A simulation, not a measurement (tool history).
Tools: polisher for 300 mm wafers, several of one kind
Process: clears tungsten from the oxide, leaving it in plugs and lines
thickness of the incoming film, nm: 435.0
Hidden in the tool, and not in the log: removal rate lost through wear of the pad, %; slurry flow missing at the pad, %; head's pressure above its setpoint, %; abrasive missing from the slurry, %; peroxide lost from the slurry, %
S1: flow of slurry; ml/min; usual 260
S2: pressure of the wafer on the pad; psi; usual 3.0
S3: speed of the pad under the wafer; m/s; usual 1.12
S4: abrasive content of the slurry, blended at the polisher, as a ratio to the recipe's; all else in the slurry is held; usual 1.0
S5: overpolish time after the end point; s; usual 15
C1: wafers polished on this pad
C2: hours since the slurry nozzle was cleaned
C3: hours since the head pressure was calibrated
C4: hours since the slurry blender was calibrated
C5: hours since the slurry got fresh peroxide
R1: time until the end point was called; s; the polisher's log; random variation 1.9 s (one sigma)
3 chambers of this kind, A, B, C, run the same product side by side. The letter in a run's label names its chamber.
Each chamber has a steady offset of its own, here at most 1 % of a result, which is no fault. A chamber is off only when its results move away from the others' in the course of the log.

run,hour,S1,S2,S3,S4,S5,C1,C2,C3,C4,C5,R1
# hour 11.9: chamber B: slurry tank refilled with fresh slurry and peroxide
# hour 13.3: chamber A: worn pad replaced by a new one
1A,14.3,260,3.0,1.12,1.0,15,11,500.5,35.7,197.5,82.9,120.38
# hour 23.7: chamber A: slurry nozzle cleaned
2B,29.1,260,3.0,1.12,1.0,15,557,132.5,88.5,100.8,17.2,118.03
3C,37.9,260,3.0,1.12,1.0,15,752,442.5,350.9,83.3,69.3,122.20
4A,44.4,260,3.0,1.12,1.0,15,348,20.8,65.8,227.6,113.0,121.47
# hour 54.4: chamber C: worn pad replaced by a new one
5C,54.4,260,3.0,1.12,1.0,15,0,459.0,367.4,99.8,85.8,116.96
# hour 59.7: chamber B: worn pad replaced by a new one
6B,63.4,260,3.0,1.12,1.0,15,42,166.8,122.8,135.1,51.5,119.27
# hour 71.9: chamber B: slurry blender recalibrated
7A,73.3,260,3.0,1.12,1.0,15,671,49.7,94.7,256.5,141.9,124.67
8B,86.7,260,3.0,1.12,1.0,15,302,190.1,146.1,14.9,74.8,123.74
# hour 99.3: chamber B: slurry tank refilled with fresh slurry and peroxide
9C,101.6,260,3.0,1.12,1.0,15,528,506.2,414.6,147.0,133.0,118.19
# hour 105.0: chamber A: worn pad replaced by a new one
10C,112.1,260,3.0,1.12,1.0,15,645,516.7,425.1,157.5,143.5,120.47
11B,119.6,260,3.0,1.12,1.0,15,670,223.0,179.0,47.8,20.3,120.13
12A,129.0,260,2.3,1.12,1.0,22,268,105.4,150.4,312.2,197.6,163.60
# hour 131.2: chamber A: slurry blender recalibrated
13B,143.0,260,2.3,1.12,1.0,22,932,246.4,202.4,71.2,43.7,158.68
14C,150.6,260,2.3,1.12,1.0,22,1076,555.2,463.6,196.0,182.0,158.80
# hour 153.8: chamber B: worn pad replaced by a new one
# hour 155.8: chamber C: worn pad replaced by a new one
15A,164.9,260,3.0,1.12,1.0,15,670,141.3,186.3,33.7,233.5,125.23
# hour 168.4: chamber C: slurry tank refilled with fresh slurry and peroxide
16A,173.4,260,3.0,1.12,1.0,15,765,149.8,194.8,42.2,242.0,123.17
# hour 180.5: chamber B: slurry tank refilled with fresh slurry and peroxide
# hour 181.1: chamber A: worn pad replaced by a new one
17C,188.1,260,3.0,1.12,1.0,15,362,592.7,501.1,233.5,19.7,117.24
18B,195.9,260,3.0,1.12,1.0,15,471,299.3,255.3,124.1,15.5,115.08
# hour 210.4: chamber B: slurry blender recalibrated
19C,210.6,260,3.0,1.12,1.0,15,613,615.2,523.6,256.0,42.2,119.87
20B,218.2,260,3.0,1.12,1.0,15,720,321.6,277.6,7.9,37.8,122.75
# hour 219.9: chamber C: slurry blender recalibrated
21A,231.7,260,3.0,1.12,1.0,15,566,208.1,253.1,100.5,300.3,130.49
22A,239.0,260,3.0,1.12,1.0,15,648,215.4,260.4,107.8,307.6,128.66
# hour 247.2: chamber B: worn pad replaced by a new one
23B,248.2,260,3.0,1.12,1.0,15,11,351.6,307.6,37.9,67.8,121.45
24C,254.8,260,3.0,1.12,1.0,15,1108,659.4,567.8,34.9,86.4,122.09
# hour 257.5: chamber B: slurry tank refilled with fresh slurry and peroxide
# hour 258.1: chamber C: worn pad replaced by a new one
25C,265.1,185,3.0,1.12,1.0,15,78,669.7,578.1,45.2,96.7,123.08
# hour 269.0: chamber A: worn pad replaced by a new one
# hour 278.0: chamber C: slurry nozzle cleaned
26B,278.0,185,3.0,1.12,1.0,15,344,381.4,337.4,67.7,20.6,121.97
27A,291.6,185,3.0,1.12,1.0,15,253,268.0,313.0,160.4,360.2,137.64
28C,302.2,260,3.0,1.12,1.0,15,493,24.2,615.2,82.3,133.8,119.86
29B,311.1,260,3.0,1.12,1.0,15,714,414.5,370.5,100.8,53.7,121.50
30A,324.5,260,3.0,1.12,1.0,15,621,300.9,345.9,193.3,393.1,133.00
# hour 329.5: chamber B: worn pad replaced by a new one
31A,333.8,260,3.0,1.12,1.1,11,725,310.2,355.2,202.6,402.4,129.61
# hour 339.6: chamber B: slurry tank refilled with fresh slurry and peroxide
# hour 340.9: chamber C: worn pad replaced by a new one
32B,343.8,260,3.0,1.12,1.1,11,160,447.2,403.2,133.5,4.3,116.09
# hour 346.1: chamber C: slurry tank refilled with fresh slurry and peroxide
# hour 350.1: chamber B: slurry blender recalibrated
# hour 350.6: chamber A: worn pad replaced by a new one
33C,355.5,260,3.0,1.12,1.1,11,163,77.5,668.5,135.6,9.4,115.24
34C,369.1,260,3.0,1.12,1.0,15,315,91.1,682.1,149.2,23.0,121.56
35A,380.8,260,3.0,1.12,1.0,15,338,357.2,402.2,249.6,449.4,142.38
36B,395.5,260,3.0,1.12,1.0,15,739,498.9,454.9,45.5,56.0,120.45
37A,404.3,305,3.0,1.12,1.0,15,601,380.7,425.7,273.1,472.9,139.80
38C,410.8,305,3.0,1.12,1.0,15,782,132.8,723.8,190.9,64.7,117.25

Next, every chamber runs the same settings. What will each give?
39A,421.4,320,3.0,1.12,1.0,15,,,,,,?
39B,421.4,320,3.0,1.12,1.0,15,,,,,,?
39C,421.4,320,3.0,1.12,1.0,15,,,,,,?

run,R1
39A,136.57
39B,119.99
39C,115.64

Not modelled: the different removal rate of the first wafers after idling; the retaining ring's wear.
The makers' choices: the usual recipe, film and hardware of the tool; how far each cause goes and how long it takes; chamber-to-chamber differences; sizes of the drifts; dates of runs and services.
